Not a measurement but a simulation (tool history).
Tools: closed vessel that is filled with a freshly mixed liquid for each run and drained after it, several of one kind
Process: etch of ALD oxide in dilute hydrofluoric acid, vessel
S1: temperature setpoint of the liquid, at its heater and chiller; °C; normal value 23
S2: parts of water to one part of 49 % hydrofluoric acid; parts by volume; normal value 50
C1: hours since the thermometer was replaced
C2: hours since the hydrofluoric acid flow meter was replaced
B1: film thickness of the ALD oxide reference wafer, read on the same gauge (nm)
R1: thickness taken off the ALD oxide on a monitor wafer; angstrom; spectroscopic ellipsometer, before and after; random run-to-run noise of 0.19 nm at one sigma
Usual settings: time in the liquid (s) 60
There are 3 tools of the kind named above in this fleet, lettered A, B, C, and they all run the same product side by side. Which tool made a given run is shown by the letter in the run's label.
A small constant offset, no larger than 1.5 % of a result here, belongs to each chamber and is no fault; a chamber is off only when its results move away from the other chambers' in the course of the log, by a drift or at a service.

Run 1B, hour 7.1: usual settings; C1 234; C2 104; B1 100.04. Result: R1 390.41 angstrom.
Run 2C, hour 12.1: usual settings; C1 275.4; C2 1896.8; B1 100. Result: R1 399.53 angstrom.
Run 3A, hour 15.8: usual settings; C1 22.3; C2 2095.9; B1 99.981. Result: R1 394.11 angstrom.
Run 4B, hour 20.4: usual settings; C1 247.3; C2 117.3; B1 99.975. Result: R1 394.21 angstrom.
Run 5C, hour 27.9: usual settings but S2 35 parts by volume; C1 291.2; C2 1912.6; B1 99.954. Result: R1 588.08 angstrom.
Run 6A, hour 36.3: usual settings but S2 35 parts by volume; C1 42.8; C2 2116.4; B1 100.02. Result: R1 568.31 angstrom.
Run 7A, hour 40.5: usual settings but S2 35 parts by volume; C1 47; C2 2120.6; B1 99.97. Result: R1 570.52 angstrom.
Run 8C, hour 44.8: usual settings; C1 308.1; C2 1929.5; B1 100.01. Result: R1 398.43 angstrom.
Run 9B, hour 49.2: usual settings; C1 276.1; C2 146.1; B1 99.994. Result: R1 395.57 angstrom.
Run 10B, hour 56.3: usual settings; C1 283.2; C2 153.2; B1 100.02. Result: R1 397.51 angstrom.
Run 11A, hour 61.6: usual settings; C1 68.1; C2 2141.7; B1 99.995. Result: R1 389.22 angstrom.
Run 12C, hour 67.1: usual settings; C1 330.4; C2 1951.8; B1 100.01. Result: R1 399.62 angstrom.
Run 13C, hour 73.1: usual settings; C1 336.4; C2 1957.8; B1 99.996. Result: R1 401.21 angstrom.
Run 14A, hour 77.8: usual settings; C1 84.3; C2 2157.9; B1 99.985. Result: R1 389.02 angstrom.
Run 15B, hour 84.7: usual settings but time in the liquid (s) 45; C1 311.6; C2 181.6; B1 99.97. Result: R1 294.69 angstrom.
Run 16B, hour 93: usual settings but time in the liquid (s) 45; C1 319.9; C2 189.9; B1 99.994. Result: R1 292.46 angstrom.
Run 17C, hour 97.1: usual settings but time in the liquid (s) 45; C1 360.4; C2 1981.8; B1 99.976. Result: R1 301.64 angstrom.
Run 18A, hour 103.4: usual settings; C1 109.9; C2 2183.5; B1 99.978. Result: R1 393.14 angstrom.
Run 19C, hour 108.8: usual settings; C1 372.1; C2 1993.5; B1 100.02. Result: R1 399.83 angstrom.
Run 20B, hour 115.9: usual settings but time in the liquid (s) 40; C1 342.8; C2 212.8; B1 99.994. Result: R1 260.01 angstrom.
Run 21A, hour 121.4: usual settings but time in the liquid (s) 40; C1 127.9; C2 2201.5; B1 100.02. Result: R1 262.05 angstrom.
Run 22A, hour 125.2: usual settings but time in the liquid (s) 40; C1 131.7; C2 2205.3; B1 99.977. Result: R1 262.04 angstrom.
Run 23B, hour 132.4: usual settings; C1 359.3; C2 229.3; B1 99.97. Result: R1 391.98 angstrom.

The same settings go to every chamber for the next run, one line per chamber below. Forecast the results for each:
Run 24A, hour 138.5: usual settings but S1 27 °C. Result: R1 ?.
Run 24B, hour 138.5: usual settings but S1 27 °C. Result: R1 ?.
Run 24C, hour 138.5: usual settings but S1 27 °C. Result: R1 ?.

run      R1
24A  465.29
24B  458.25
24C  470.42
